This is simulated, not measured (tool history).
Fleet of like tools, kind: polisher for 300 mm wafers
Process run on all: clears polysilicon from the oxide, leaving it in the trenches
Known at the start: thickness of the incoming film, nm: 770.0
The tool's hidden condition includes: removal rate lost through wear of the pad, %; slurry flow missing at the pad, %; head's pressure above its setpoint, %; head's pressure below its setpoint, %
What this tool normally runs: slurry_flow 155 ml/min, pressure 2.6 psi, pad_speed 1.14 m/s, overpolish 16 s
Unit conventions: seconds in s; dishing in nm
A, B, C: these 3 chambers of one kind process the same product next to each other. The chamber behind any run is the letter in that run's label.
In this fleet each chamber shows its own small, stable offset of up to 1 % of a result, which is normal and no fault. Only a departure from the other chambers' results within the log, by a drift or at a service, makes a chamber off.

run	hour	slurry_flow	pressure	pad_speed	overpolish	wafers polished on this pad	hours since the slurry nozzle was cleaned	hours since the head pressure was calibrated	seconds	dishing
# hour 5: chamber C: head pressure recalibrated
1B	14.4	155	2.6	1.14	16	181	265.9	87.5	52.447	79.466
2C	29.8	155	2.6	1.14	16	360	62.4	24.8	53.399	78.5
3A	39.2	155	2.6	1.14	16	999	182.7	1220.8	53.056	80.108
4A	50	155	2.6	1.14	16	1097	193.5	1231.6	53.265	78.968
5C	59.6	155	2.6	1.14	16	630	92.2	54.6	53.368	78.778
# hour 59.9: chamber A: worn pad replaced by a new one
6B	72.9	120	2.3	1.14	16	711	324.4	146	62.136	76.246
7A	80.8	120	2.3	1.14	16	189	224.3	1262.4	62.853	76.218
8B	91.4	120	2.3	1.14	16	879	342.9	164.5	61.79	77.761
9C	102.1	155	2.6	1.14	16	1016	134.7	97.1	52.719	79.015
10C	116.3	155	2.6	1.14	16	1145	148.9	111.3	52.986	78.213
# hour 120.5: chamber C: worn pad replaced by a new one
11A	125.7	155	2.6	1.14	16	597	269.2	1307.3	53.072	79.488
12B	139.4	155	2.6	1.14	16	1314	390.9	212.5	52.757	80.809
13A	149.4	155	2.6	1.14	16	811	292.9	1331	52.706	80.428
# hour 155.8: chamber A: slurry nozzle cleaned
14C	159.1	155	2.6	1.14	16	351	191.7	154.1	52.213	80.942
# hour 167.2: chamber B: slurry nozzle cleaned
15B	169.1	155	2.6	1.14	16	1584	2	242.2	52.752	78.614
# hour 174.9: chamber B: worn pad replaced by a new one
16B	178.1	155	2.6	1.4	16	29	11	251.2	42.645	79.197
# hour 179.3: chamber A: worn pad replaced by a new one
17A	190.2	155	2.6	1.4	16	99	34.5	1371.8	43.546	81.721
18C	203.8	155	2.6	1.4	16	756	236.4	198.8	43.006	80.615
# hour 204.8: chamber C: slurry nozzle cleaned
19C	215.5	155	2.6	1.14	16	862	10.8	210.5	53.165	79.597
20B	225.4	155	2.6	1.14	16	458	58.3	298.5	51.543	81.236
# hour 234.7: chamber A: head pressure recalibrated
21A	238	155	2.6	1.14	16	532	82.3	3.3	52.306	79.52
# hour 250.9: chamber C: worn pad replaced by a new one
22C	252.2	155	2.6	1.14	16	11	47.5	247.2	53.619	80.704
23B	263.5	155	2.6	1.14	16	804	96.4	336.6	51.636	79.038
24A	279.5	130	2.6	1.14	25	909	123.8	44.8	54.47	82.17
25B	294.9	130	2.6	1.14	25	1089	127.8	368	53.174	86.127
# hour 295.7: chamber A: worn pad replaced by a new one
26C	305.4	130	2.6	1.14	25	494	100.7	300.4	54.221	84.004
27A	315.6	155	2.6	1.14	16	181	159.9	80.9	52.529	79.002
28C	328.2	155	2.6	1.14	16	701	123.5	323.2	52.779	82.562
29B	342.3	185	2.6	1.14	16	1519	175.2	415.4	51.514	78.174
# hour 347.4: chamber B: worn pad replaced by a new one
30A	352.9	185	2.6	1.14	16	519	197.2	118.2	51.087	79.291
31A	365.3	185	2.6	1.14	16	632	209.6	130.6	50.997	77.969
# hour 368.6: chamber C: worn pad replaced by a new one
32C	378.6	155	2.6	1.14	16	91	173.9	373.6	52.991	78.104
33B	387	125	1.8	1.14	16	359	219.9	460.1	78.303	71.298
34C	394.9	125	1.8	1.14	16	239	190.2	389.9	80.049	70.979
35B	403.4	125	1.8	1.14	16	508	236.3	476.5	77.698	71.902
36A	412.4	155	2.6	1.14	16	1059	256.7	177.7	52.651	79.704
37B	425.6	155	2.6	1.14	16	710	258.5	498.7	52.247	77.188
# hour 436.4: chamber A: worn pad replaced by a new one
38A	439.2	130	2.6	1.14	7	25	283.5	204.5	54.587	57.89

Decide between three cases: one chamber stands off from its peers, the gauge reading all wafers drifts, or nothing is wrong past each chamber's small offset. Where a chamber is off, say which and what most likely put it there.

Neither any chamber nor the gauge drifts; the chambers differ only by their own small, steady offsets.
